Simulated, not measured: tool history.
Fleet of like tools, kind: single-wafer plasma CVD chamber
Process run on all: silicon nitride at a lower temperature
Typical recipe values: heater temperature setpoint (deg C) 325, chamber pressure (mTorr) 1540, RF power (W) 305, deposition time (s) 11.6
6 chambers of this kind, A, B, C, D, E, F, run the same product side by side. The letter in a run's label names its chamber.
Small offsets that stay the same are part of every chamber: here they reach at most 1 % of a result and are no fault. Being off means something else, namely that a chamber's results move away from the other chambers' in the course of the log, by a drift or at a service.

run,hour,heater temperature setpoint (deg C),chamber pressure (mTorr),RF power (W),deposition time (s),"read-back reference wafer on the same gauge, thickness_nm",mean film thickness on the monitor wafer (angstrom)
1D,10.8,325,1540,305,11.6,13.601,138.45
2A,17,325,1540,305,11.6,13.608,137.56
# hour 18.2: chamber A: thermocouple changed; heater temperature recalibrated
3B,30.6,325,1540,305,11.6,13.608,137.84
4F,43.3,325,1540,305,11.6,13.606,137.88
5C,50.1,325,1540,305,11.6,13.614,137.31
6E,56.9,325,1540,305,11.6,13.622,138.07
7B,65.1,325,1540,305,11.6,13.618,137.47
8C,73.4,325,1540,305,10.5,13.609,124.29
9D,83.5,325,1540,305,10.5,13.616,125.7
10F,92.5,325,1540,305,10.5,13.625,125.14
11A,103.5,325,1540,305,10.5,13.624,124.48
# hour 115.3: chamber A: RF generator calibrated
12E,115.7,325,1540,305,10.5,13.63,124.89
13C,128.6,325,1540,305,10.5,13.631,124.39
14E,135.4,325,1540,305,9.9,13.627,117.92
15D,148.6,325,1540,305,9.9,13.63,118.72
16F,157.5,325,1540,305,9.9,13.638,117.66
17A,170.8,325,1540,305,9.9,13.642,117.34
18B,184.4,325,1540,305,9.9,13.636,117.68
19C,194.7,325,1540,305,9.9,13.645,117.17
# hour 204.4: chamber B: thermocouple changed; heater temperature recalibrated
20F,205.8,325,1540,305,11.6,13.648,138.09
21A,218.2,325,1540,305,11.6,13.646,137.27
22D,224.9,325,1540,305,11.6,13.644,138.95
23E,236.3,325,1350,305,12.7,13.645,146.1
24B,246.6,325,1350,305,12.7,13.654,145.36
25F,255.5,325,1350,305,12.7,13.655,145.11
26B,268.6,325,1350,305,12.7,13.661,145.76
27A,279.5,325,1350,305,12.7,13.659,145.35
28C,288.5,325,1350,305,12.7,13.666,145.41
29E,302.1,325,1540,305,11.6,13.669,138.3
30D,314.1,325,1540,305,10.1,13.67,120.87
31C,326.6,325,1540,305,10.1,13.675,119.98
32B,335.6,325,1540,305,10.1,13.676,120.72
33A,343.4,325,1540,305,10.1,13.668,120.15
34F,353.5,325,1540,305,10.1,13.675,120.49
35D,361.4,325,1540,305,10.1,13.676,121.06
36E,369.3,325,1540,335,11.6,13.679,147.49
# hour 378.8: chamber F: RF generator calibrated
37C,381.4,325,1540,335,11.6,13.682,146.69
38F,389.6,325,1540,335,11.6,13.685,147.65
39E,400.5,325,1540,335,11.6,13.695,147.47
40B,410,325,1540,335,11.6,13.684,147.27
41A,417.7,325,1540,335,11.6,13.69,146.79
42D,429.9,325,1540,305,11.6,13.695,139.46
43D,438.9,325,1540,305,11.6,13.698,139.31

Is one chamber off against the others, does the gauge drift, or is nothing wrong? If a chamber is off, say which, and what the likeliest cause is.

None of the chambers is off. What moves is the gauge, dragging all their readings along together.
Cause: gauge reads high (%) = 0.711.

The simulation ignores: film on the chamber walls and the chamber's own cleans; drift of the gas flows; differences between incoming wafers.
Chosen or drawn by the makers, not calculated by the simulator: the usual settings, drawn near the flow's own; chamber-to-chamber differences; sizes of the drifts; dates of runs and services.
